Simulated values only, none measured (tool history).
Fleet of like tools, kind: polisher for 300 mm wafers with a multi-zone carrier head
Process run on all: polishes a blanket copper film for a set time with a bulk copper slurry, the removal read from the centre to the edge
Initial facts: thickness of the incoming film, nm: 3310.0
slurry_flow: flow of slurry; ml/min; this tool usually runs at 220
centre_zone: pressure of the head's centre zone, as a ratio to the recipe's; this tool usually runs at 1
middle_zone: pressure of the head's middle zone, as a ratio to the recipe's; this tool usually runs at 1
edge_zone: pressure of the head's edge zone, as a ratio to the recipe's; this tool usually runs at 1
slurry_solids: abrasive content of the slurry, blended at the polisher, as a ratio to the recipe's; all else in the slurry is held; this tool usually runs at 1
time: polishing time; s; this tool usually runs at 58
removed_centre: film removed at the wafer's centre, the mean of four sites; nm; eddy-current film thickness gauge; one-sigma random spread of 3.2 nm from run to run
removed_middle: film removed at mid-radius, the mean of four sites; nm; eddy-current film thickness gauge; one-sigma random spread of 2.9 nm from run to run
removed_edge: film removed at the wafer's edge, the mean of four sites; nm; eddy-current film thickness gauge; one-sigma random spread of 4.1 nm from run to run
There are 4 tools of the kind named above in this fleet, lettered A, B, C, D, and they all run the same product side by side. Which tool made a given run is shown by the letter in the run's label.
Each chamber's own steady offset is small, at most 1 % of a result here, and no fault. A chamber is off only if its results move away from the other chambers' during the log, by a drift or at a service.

run,hour,slurry_flow,centre_zone,middle_zone,edge_zone,slurry_solids,time,removed_centre,removed_middle,removed_edge
1A,13.8,220,1,1,1,1,58,351.37,347.77,345.05
2B,22.4,220,1,1,1,1,58,353.68,348.44,341.35
3D,33.4,220,1,1,1,1,58,351.86,349.44,346.21
# hour 40.5: chamber C: slurry nozzle cleaned
4C,40.5,220,1,1,1,1,58,344.94,345.1,344.77
5C,47.4,220,1,1,1,1,58,347.11,347.78,349.64
# hour 50.3: chamber C: worn pad replaced by a new one
# hour 51.3: chamber B: centre zone pressure recalibrated
# hour 52.3: chamber B: slurry nozzle cleaned
6B,59.1,220,1,1,1,1,58,351.78,346.95,345.27
# hour 65.8: chamber D: centre zone pressure recalibrated
7A,66.1,220,1,1,1,1,58,348.71,348.82,347.54
8D,73.9,220,1,1,1,1,58,354.23,347.19,352.02
9D,84.2,220,1,1,1,1,58,352.94,348.62,346.25
# hour 84.8: chamber D: worn pad replaced by a new one
10B,93.5,220,1,1,1,1,58,346.42,342.59,354.26
11A,102.8,220,1,1,1,1,58,342.28,347.77,355.24
12C,111.4,220,1,1,1,1,58,350.83,347.01,346.15
# hour 121.6: chamber A: worn pad replaced by a new one
13B,122.4,220,1,1,1,1,58,348.55,342.78,349.18
14C,132.7,220,1,1,1,1,58,341.25,343.13,340.08
# hour 140.2: chamber C: worn pad replaced by a new one
15A,140.4,220,1,0.9,1.07,1,58,352.66,314.45,356.4
# hour 141.4: chamber C: centre zone pressure recalibrated
16D,148.6,220,1,0.9,1.07,1,58,352.05,314.16,360.57
17D,161.4,220,1,0.9,1.07,1,58,349.87,315.36,354.77
# hour 165: chamber A: edge zone pressure recalibrated
18A,168.5,220,1,0.9,1.07,1,58,351.37,314.96,362.84
# hour 177.2: chamber A: slurry nozzle cleaned
# hour 180.7: chamber D: worn pad replaced by a new one
19C,182.2,220,1,1,1,1,58,348.63,351.2,350.94
20B,190.2,220,1,1,1,1,58,348.94,344.6,339.85
21C,198.3,220,1,1,1,1,58,351.96,342.5,346.16
22D,209.5,220,1,1,1.12,1,58,342.88,348.86,370.37
23A,217.7,220,1,1,1.12,1,58,347.31,351.87,367.18
24B,229.4,220,1,1,1.12,1,58,342.82,339.14,354.17
25A,243.3,220,1,1,1.12,1,58,352.18,346.21,360.47
# hour 245.3: chamber A: worn pad replaced by a new one
26B,250.2,220,1,1,1,1,58,342.69,341.43,329.3
# hour 251.1: chamber C: worn pad replaced by a new one
# hour 251.8: chamber C: edge zone pressure recalibrated
27D,257.5,220,1,1,1,1,58,353.23,346.05,348.02
# hour 268.5: chamber D: worn pad replaced by a new one
28C,269.5,245,1,1,1,1,58,360.67,350.81,344.87
29B,276.2,245,1,1,1,1,58,343.06,338.71,345.07
30D,285.4,245,1,1,1,1,58,351.84,358.09,348.77
31C,298.6,245,1,1,1,1,58,352.06,350.26,343.96
32A,308.4,220,1,1,1,1,58,352.09,348.4,350.94
33D,317.1,220,1,1,1,1,58,346.97,351.11,346.88
34A,326,150,1,1,1,1,58,325.96,333.28,334.57
# hour 326.6: chamber B: slurry nozzle cleaned
35B,335.6,150,1,1,1,1,58,309.57,303.57,307.37
36C,342.1,150,1,1,1,1,58,328.23,326.73,332.2
# hour 352.7: chamber D: worn pad replaced by a new one
37B,353.3,150,1,1,1,1,58,307.98,303.71,318.15
# hour 359.2: chamber C: worn pad replaced by a new one
38A,362.7,220,1,1,1,1,58,348.92,352.44,351.27
39C,374.4,220,1,1,1,1,58,346.24,339.45,346.79
40D,381.2,220,1,1,1,1,58,354.92,345.12,343.63
41B,392.9,245,1,1,1,1,58,325.6,324.41,324.66
42D,404,245,1,1,1,1,58,354.91,357.86,354.75

For the next run the whole fleet of 4 chambers uses the same settings. Give each chamber's results:
43A,414.3,220,1,1,1,1,58,?,?,?
43B,414.3,220,1,1,1,1,58,?,?,?
43C,414.3,220,1,1,1,1,58,?,?,?
43D,414.3,220,1,1,1,1,58,?,?,?

run,removed_centre,removed_middle,removed_edge
43A,351.89,350.5,340.38
43B,319.44,313.24,319.52
43C,343.65,348.88,343.57
43D,352.62,345.8,346.98
